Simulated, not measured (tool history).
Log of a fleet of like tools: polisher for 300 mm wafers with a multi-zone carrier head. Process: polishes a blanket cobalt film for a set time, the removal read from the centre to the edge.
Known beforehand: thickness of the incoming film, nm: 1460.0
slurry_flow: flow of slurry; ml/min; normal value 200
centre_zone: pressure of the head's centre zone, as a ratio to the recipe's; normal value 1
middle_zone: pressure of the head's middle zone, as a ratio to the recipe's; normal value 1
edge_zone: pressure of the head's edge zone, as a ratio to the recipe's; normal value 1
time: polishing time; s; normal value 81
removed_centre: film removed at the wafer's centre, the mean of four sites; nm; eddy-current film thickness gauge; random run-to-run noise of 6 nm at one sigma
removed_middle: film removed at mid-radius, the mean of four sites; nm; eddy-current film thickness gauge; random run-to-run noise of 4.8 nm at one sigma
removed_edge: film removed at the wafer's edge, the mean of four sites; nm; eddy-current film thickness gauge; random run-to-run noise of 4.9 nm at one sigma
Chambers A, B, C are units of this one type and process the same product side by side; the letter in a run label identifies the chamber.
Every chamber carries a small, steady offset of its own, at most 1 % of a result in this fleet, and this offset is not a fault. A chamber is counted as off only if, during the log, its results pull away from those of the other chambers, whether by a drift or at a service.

| run | day | slurry_flow | centre_zone | middle_zone | edge_zone | time | removed_centre | removed_middle | removed_edge |
|---|---|---|---|---|---|---|---|---|---|
| 1B | 0.525 | 200 | 1 | 1 | 1 | 81 | 511.80 | 514.87 | 509.09 |
| 2A | 0.825 | 200 | 1 | 1 | 1 | 81 | 531.61 | 515.85 | 523.60 |
| 3C | 1.400 | 200 | 1 | 1 | 1 | 81 | 504.94 | 511.35 | 513.94 |
| 4C | 1.892 | 200 | 1 | 1 | 1 | 81 | 519.41 | 516.92 | 518.91 |
| 5A | 2.296 | 200 | 1 | 1 | 1 | 81 | 522.40 | 516.80 | 521.53 |
|  | 2.333 | chamber A: worn pad replaced by a new one |
|  | 2.792 | chamber C: worn pad replaced by a new one |
| 6B | 2.812 | 200 | 1 | 1 | 1 | 81 | 523.74 | 502.86 | 513.49 |
| 7C | 3.250 | 200 | 1 | 1 | 1 | 81 | 514.42 | 519.69 | 514.01 |
| 8A | 3.679 | 200 | 1 | 1 | 1 | 81 | 524.86 | 505.47 | 515.74 |
| 9B | 4.008 | 200 | 1 | 1 | 1 | 81 | 510.89 | 502.10 | 515.96 |
| 10C | 4.371 | 200 | 1 | 1 | 1 | 81 | 527.98 | 515.56 | 519.48 |
| 11B | 4.775 | 200 | 1 | 1 | 1 | 81 | 520.81 | 506.29 | 500.41 |
| 12A | 5.138 | 200 | 1 | 1 | 1 | 81 | 523.11 | 512.11 | 510.87 |
| 13B | 5.458 | 200 | 1 | 1 | 1 | 57 | 356.28 | 351.27 | 362.23 |
|  | 5.754 | chamber A: worn pad replaced by a new one |
| 14C | 5.921 | 200 | 1 | 1 | 1 | 57 | 364.14 | 365.50 | 367.06 |
| 15A | 6.192 | 200 | 1 | 1 | 1 | 57 | 353.52 | 353.35 | 352.80 |
|  | 6.242 | chamber B: worn pad replaced by a new one |
| 16C | 6.454 | 200 | 1 | 1 | 1 | 81 | 515.51 | 518.39 | 520.27 |
|  | 6.517 | chamber C: edge zone pressure recalibrated |
| 17B | 6.883 | 200 | 1 | 1 | 1 | 81 | 511.64 | 517.06 | 514.67 |
| 18A | 7.458 | 200 | 1 | 1 | 1 | 81 | 498.97 | 492.41 | 506.10 |
| 19A | 7.967 | 200 | 1 | 1 | 1 | 81 | 497.81 | 494.23 | 496.10 |
| 20C | 8.392 | 200 | 1 | 1 | 1 | 81 | 506.22 | 517.50 | 511.54 |
| 21B | 8.762 | 200 | 1 | 1 | 1 | 81 | 509.15 | 511.24 | 501.52 |
|  | 8.946 | chamber A: worn pad replaced by a new one |
|  | 9.004 | chamber C: worn pad replaced by a new one |
| 22C | 9.254 | 200 | 1 | 1 | 1 | 81 | 514.61 | 517.74 | 517.39 |
| 23B | 9.642 | 240 | 1 | 1 | 1 | 90 | 576.23 | 576.11 | 577.93 |
| 24A | 10.088 | 240 | 1 | 1 | 1 | 90 | 543.14 | 548.48 | 555.87 |

Has any chamber moved away from the others, gradually or after a service, or does the common gauge drift, or do the chambers differ only by their own small steady offsets? State the chamber and the most likely cause if one applies.

Little by little, chamber A moves away from the other chambers.
Likeliest cause: slurry flow missing at the pad, % = 38.2.

Below are 4 candidate recipes for chamber A's next run, each the usual settings with a change, their results shown as question marks. Which of them brings A's results back in line with what the other chambers give on the usual settings?
In line here means within this much of the mean the other chambers give on the usual settings: removed_centre 21.00 nm; removed_middle 17.00 nm; removed_edge 17.00 nm
| 25A-1 | 10.500 | 185 | 0.98 | 0.96 | 1.03 | 72 | ? | ? | ? |
| 25A-2 | 10.500 | 195 | 0.99 | 0.98 | 1.01 | 76 | ? | ? | ? |
| 25A-3 | 10.500 | 205 | 1.01 | 1.02 | 0.99 | 86 | ? | ? | ? |
| 25A-4 | 10.500 | 215 | 1.02 | 1.04 | 0.97 | 90 | ? | ? | ? |

Average result of the remaining chambers running the usual settings: removed_centre 514.35 nm; removed_middle 512.82 nm; removed_edge 513.63 nm
| run | removed_centre | removed_middle | removed_edge |
|---|---|---|---|
| 25A-1 | 403.25 | 395.62 | 433.44 |
| 25A-2 | 436.91 | 431.03 | 456.83 |
| 25A-3 | 512.36 | 511.77 | 515.52 |
| 25A-4 | 548.70 | 550.98 | 537.74 |
With 25A-3, the chamber falls back in line with the rest.

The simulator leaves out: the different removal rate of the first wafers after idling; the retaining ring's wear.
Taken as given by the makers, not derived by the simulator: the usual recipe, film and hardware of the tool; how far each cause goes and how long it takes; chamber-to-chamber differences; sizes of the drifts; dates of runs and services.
